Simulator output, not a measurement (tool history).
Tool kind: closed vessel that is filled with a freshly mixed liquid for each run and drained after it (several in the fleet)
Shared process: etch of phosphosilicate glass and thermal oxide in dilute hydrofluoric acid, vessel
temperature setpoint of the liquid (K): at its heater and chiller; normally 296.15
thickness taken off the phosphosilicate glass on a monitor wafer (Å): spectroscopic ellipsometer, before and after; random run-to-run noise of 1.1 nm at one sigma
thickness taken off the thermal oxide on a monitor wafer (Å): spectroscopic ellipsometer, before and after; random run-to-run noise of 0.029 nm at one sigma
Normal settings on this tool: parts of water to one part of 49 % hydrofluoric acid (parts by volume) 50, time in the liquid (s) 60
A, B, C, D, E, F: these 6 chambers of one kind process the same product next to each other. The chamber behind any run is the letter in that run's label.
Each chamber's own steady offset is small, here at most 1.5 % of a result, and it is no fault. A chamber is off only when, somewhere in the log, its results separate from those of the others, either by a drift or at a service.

run   hour  temperature setpoint of the liquid (K)  parts of water to one part of 49 % hydrofluoric acid (parts by volume)  time in the liquid (s)  hours since the thermometer was replaced  hours since the hydrofluoric acid flow meter was replaced  read-back film thickness of the phosphosilicate glass reference wafer, read on the same gauge (nm)  read-back film thickness of the thermal oxide reference wafer, read on the same gauge (nm)  thickness taken off the phosphosilicate glass on a monitor wafer (Å)  thickness taken off the thermal oxide on a monitor wafer (Å)
 1A    8.5                                  296.15                                                                      50                      60                                    1339.6                                                      152.6                                                                                              140.01                                                                                      69.988                                                                1861.0                                                        56.344
 2B   16.7                                  296.15                                                                      50                      60                                    1908.2                                                      545.5                                                                                              139.98                                                                                      70.002                                                                1881.4                                                        56.688
 3C   27.6                                  296.15                                                                      50                      60                                      95.4                                                     1668.1                                                                                              140.04                                                                                      69.976                                                                1891.3                                                        57.093
 4F   40.6                                  296.15                                                                      50                      60                                     500.0                                                      738.2                                                                                              140.03                                                                                      69.949                                                                1855.7                                                        56.381
 5E   49.2                                  296.15                                                                      50                      60                                    1231.6                                                     1004.0                                                                                              140.01                                                                                      69.984                                                                1848.0                                                        56.791
      55.2  -- chamber B: hydrofluoric acid flow meter replaced
 6D   62.3                                  296.15                                                                      50                      60                                     552.4                                                     1190.8                                                                                              140.02                                                                                      69.956                                                                1850.6                                                        57.043
 7F   73.0                                  296.15                                                                      50                      60                                     532.4                                                      770.6                                                                                              139.98                                                                                      69.921                                                                1851.6                                                        56.628
 8B   83.6                                  296.15                                                                      50                      60                                    1975.1                                                       28.4                                                                                              139.99                                                                                      69.985                                                                1830.4                                                        56.425
 9C   97.6                                  299.15                                                                      50                      60                                     165.4                                                     1738.1                                                                                              140.01                                                                                      69.974                                                                2132.0                                                        64.541
10E  111.5                                  299.15                                                                      50                      60                                    1293.9                                                     1066.3                                                                                              140.02                                                                                      69.999                                                                2084.1                                                        63.931
11D  122.5                                  299.15                                                                      50                      60                                     612.6                                                     1251.0                                                                                              140.03                                                                                      69.975                                                                2079.4                                                        64.214
12A  137.1                                  299.15                                                                      50                      60                                    1468.2                                                      281.2                                                                                              140.03                                                                                      70.007                                                                2093.8                                                        63.350
13C  143.6                                  299.15                                                                      50                      60                                     211.4                                                     1784.1                                                                                              140.02                                                                                      69.957                                                                2132.2                                                        64.305
14F  158.3                                  299.15                                                                      50                      60                                     617.7                                                      855.9                                                                                              139.96                                                                                      70.015                                                                2094.4                                                        63.224
15A  169.4                                  296.15                                                                      50                      60                                    1500.5                                                      313.5                                                                                              139.98                                                                                      69.963                                                                1854.3                                                        56.321
16E  183.2                                  296.15                                                                      50                      60                                    1365.6                                                     1138.0                                                                                              139.97                                                                                      69.997                                                                1850.6                                                        56.880
17B  190.1                                  296.15                                                                      50                      60                                    2081.6                                                      134.9                                                                                              140.00                                                                                      69.992                                                                1849.2                                                        56.087
18D  203.2                                  296.15                                                                      50                      60                                     693.3                                                     1331.7                                                                                              140.02                                                                                      69.983                                                                1875.5                                                        57.616
19E  211.1                                  296.15                                                                      50                      60                                    1393.5                                                     1165.9                                                                                              139.98                                                                                      70.021                                                                1847.9                                                        57.088
20B  221.6                                  296.15                                                                      50                      60                                    2113.1                                                      166.4                                                                                              140.00                                                                                      70.024                                                                1846.2                                                        56.721
21F  233.8                                  296.15                                                                      50                      60                                     693.2                                                      931.4                                                                                              140.00                                                                                      70.011                                                                1854.1                                                        56.715
     235.9  -- chamber F: hydrofluoric acid flow meter replaced
22C  242.9                                  296.15                                                                      50                      60                                     310.7                                                     1883.4                                                                                              139.98                                                                                      69.959                                                                1884.1                                                        56.458
23D  254.4                                  296.15                                                                      50                      60                                     744.5                                                     1382.9                                                                                              139.98                                                                                      70.047                                                                1858.8                                                        57.237
24A  268.7                                  296.15                                                                      50                      60                                    1599.8                                                      412.8                                                                                              139.99                                                                                      69.979                                                                1850.3                                                        56.852
25B  276.6                                  296.15                                                                      50                      60                                    2168.1                                                      221.4                                                                                              140.02                                                                                      70.008                                                                1847.6                                                        56.526
26F  283.8                                  296.15                                                                      50                      60                                     743.2                                                       47.9                                                                                              140.00                                                                                      70.040                                                                1846.6                                                        56.006
27D  294.0                                  296.15                                                                      50                      60                                     784.1                                                     1422.5                                                                                              140.02                                                                                      69.941                                                                1869.7                                                        57.206
28C  304.2                                  296.15                                                                      50                      60                                     372.0                                                     1944.7                                                                                              139.98                                                                                      69.998                                                                1889.3                                                        57.046
29A  315.2                                  292.15                                                                      50                      60                                    1646.3                                                      459.3                                                                                              140.04                                                                                      70.026                                                                1568.6                                                        47.995
30E  326.4                                  292.15                                                                      50                      60                                    1508.8                                                     1281.2                                                                                              139.97                                                                                      70.009                                                                1569.5                                                        47.892
31E  334.6                                  292.15                                                                      50                      60                                    1517.0                                                     1289.4                                                                                              140.00                                                                                      69.946                                                                1559.4                                                        47.717
32F  346.3                                  292.15                                                                      50                      60                                     805.7                                                      110.4                                                                                              140.00                                                                                      70.008                                                                1580.5                                                        47.833
33A  358.3                                  292.15                                                                      50                      60                                    1689.4                                                      502.4                                                                                              140.00                                                                                      69.991                                                                1579.1                                                        47.795
34C  368.6                                  292.15                                                                      50                      60                                     436.4                                                     2009.1                                                                                              140.00                                                                                      69.988                                                                1587.7                                                        47.923
35D  377.2                                  296.15                                                                      50                      60                                     867.3                                                     1505.7                                                                                              140.00                                                                                      70.053                                                                1867.8                                                        56.692
36B  384.3                                  296.15                                                                      70                      50                                    2275.8                                                      329.1                                                                                              140.02                                                                                      70.034                                                                1077.5                                                        32.582

What goes on in this fleet: one chamber off, a drifting gauge, or nothing beyond the chambers' own small offsets? Name the chamber and the cause, if any.

The fleet is healthy, with each chamber sitting at its usual small offset and no drift in the gauge.
